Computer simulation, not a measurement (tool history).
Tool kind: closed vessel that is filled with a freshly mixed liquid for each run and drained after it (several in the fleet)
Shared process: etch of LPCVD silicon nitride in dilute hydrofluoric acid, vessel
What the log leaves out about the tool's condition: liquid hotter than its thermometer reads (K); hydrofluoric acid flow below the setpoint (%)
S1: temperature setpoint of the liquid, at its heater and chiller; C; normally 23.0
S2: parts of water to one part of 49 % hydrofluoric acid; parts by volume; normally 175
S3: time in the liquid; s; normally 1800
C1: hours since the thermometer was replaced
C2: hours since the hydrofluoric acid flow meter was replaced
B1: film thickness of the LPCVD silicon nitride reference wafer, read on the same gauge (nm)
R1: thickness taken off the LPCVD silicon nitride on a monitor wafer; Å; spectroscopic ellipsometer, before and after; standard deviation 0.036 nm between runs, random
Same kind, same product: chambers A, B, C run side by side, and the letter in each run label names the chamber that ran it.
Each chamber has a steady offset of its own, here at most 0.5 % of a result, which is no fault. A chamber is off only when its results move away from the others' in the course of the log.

run,hour,S1,S2,S3,C1,C2,B1,R1
1C,5.7,23.0,175,1800,221.3,1163.2,130.04,44.653
2A,11.6,23.0,175,1800,267.1,401.8,130.01,46.462
3B,17.1,23.0,175,1800,1127.1,991.6,130.00,45.309
4A,21.4,23.0,175,1800,276.9,411.6,129.99,45.345
5B,26.2,23.0,175,1800,1136.2,1000.7,130.00,46.093
6C,33.8,23.0,175,1800,249.4,1191.3,130.00,45.379
7A,41.0,23.0,175,1800,296.5,431.2,130.01,46.266
8B,47.6,23.0,175,1800,1157.6,1022.1,130.00,45.886
9C,54.4,23.0,175,1800,270.0,1211.9,129.99,45.533
10C,63.1,23.0,175,1800,278.7,1220.6,129.99,45.865
11B,68.7,24.5,175,1800,1178.7,1043.2,130.00,50.382
12A,76.7,24.5,175,1800,332.2,466.9,130.03,50.727
13B,82.6,24.5,175,1800,1192.6,1057.1,129.98,50.713
14C,89.5,23.0,175,1800,305.1,1247.0,130.01,46.346
15A,96.5,23.0,175,1800,352.0,486.7,130.00,46.392
16C,102.5,23.0,175,1800,318.1,1260.0,130.01,45.542
17A,108.7,23.0,175,1800,364.2,498.9,130.02,44.964
18B,114.7,20.0,175,795,1224.7,1089.2,130.03,16.544
19C,122.9,20.0,175,795,338.5,1280.4,130.01,16.166
20A,130.0,20.0,175,795,385.5,520.2,130.01,16.451
21B,135.5,23.0,175,1800,1245.5,1110.0,130.02,45.695
22A,142.0,23.0,175,1800,397.5,532.2,130.01,45.738
23B,150.6,19.5,210,1800,1260.6,1125.1,130.00,30.847
24C,156.8,19.5,210,1800,372.4,1314.3,130.02,29.891
25A,163.3,19.5,210,1800,418.8,553.5,130.00,30.056
26C,171.0,23.0,120,1800,386.6,1328.5,130.01,66.850
27B,175.8,23.0,120,1800,1285.8,1150.3,130.01,67.215
28A,183.4,23.0,120,1800,438.9,573.6,129.99,65.291
29B,189.2,23.0,175,1800,1299.2,1163.7,129.99,46.135
30C,196.9,23.0,175,1800,412.5,1354.4,130.02,45.482
31C,205.8,23.0,175,1800,421.4,1363.3,130.00,45.537
32A,214.1,26.0,175,1800,469.6,604.3,130.00,53.345
33B,222.8,26.0,175,1800,1332.8,1197.3,129.98,55.447
34A,230.0,26.0,175,1800,485.5,620.2,129.99,52.661
35C,236.2,23.0,175,1800,451.8,1393.7,129.99,45.394
36B,243.3,23.0,175,1800,1353.3,1217.8,129.99,46.108
37C,251.9,23.0,175,1800,467.5,1409.4,129.99,44.788
38B,257.1,23.0,175,1800,1367.1,1231.6,129.99,45.814
39A,263.5,23.0,175,1800,519.0,653.7,130.00,43.143
40C,271.9,23.0,175,1800,487.5,1429.4,130.02,45.408
41A,276.3,23.0,175,1800,531.8,666.5,129.99,43.854
42B,284.9,23.0,175,1800,1394.9,1259.4,129.99,46.138

Next, all 3 chambers run the settings below, one line each with question marks for the results. What does each chamber give?
43A,291.3,23.0,175,1800,,,,?
43B,291.3,23.0,175,1800,,,,?
43C,291.3,23.0,175,1800,,,,?

run,R1
43A,42.826
43B,45.262
43C,45.245
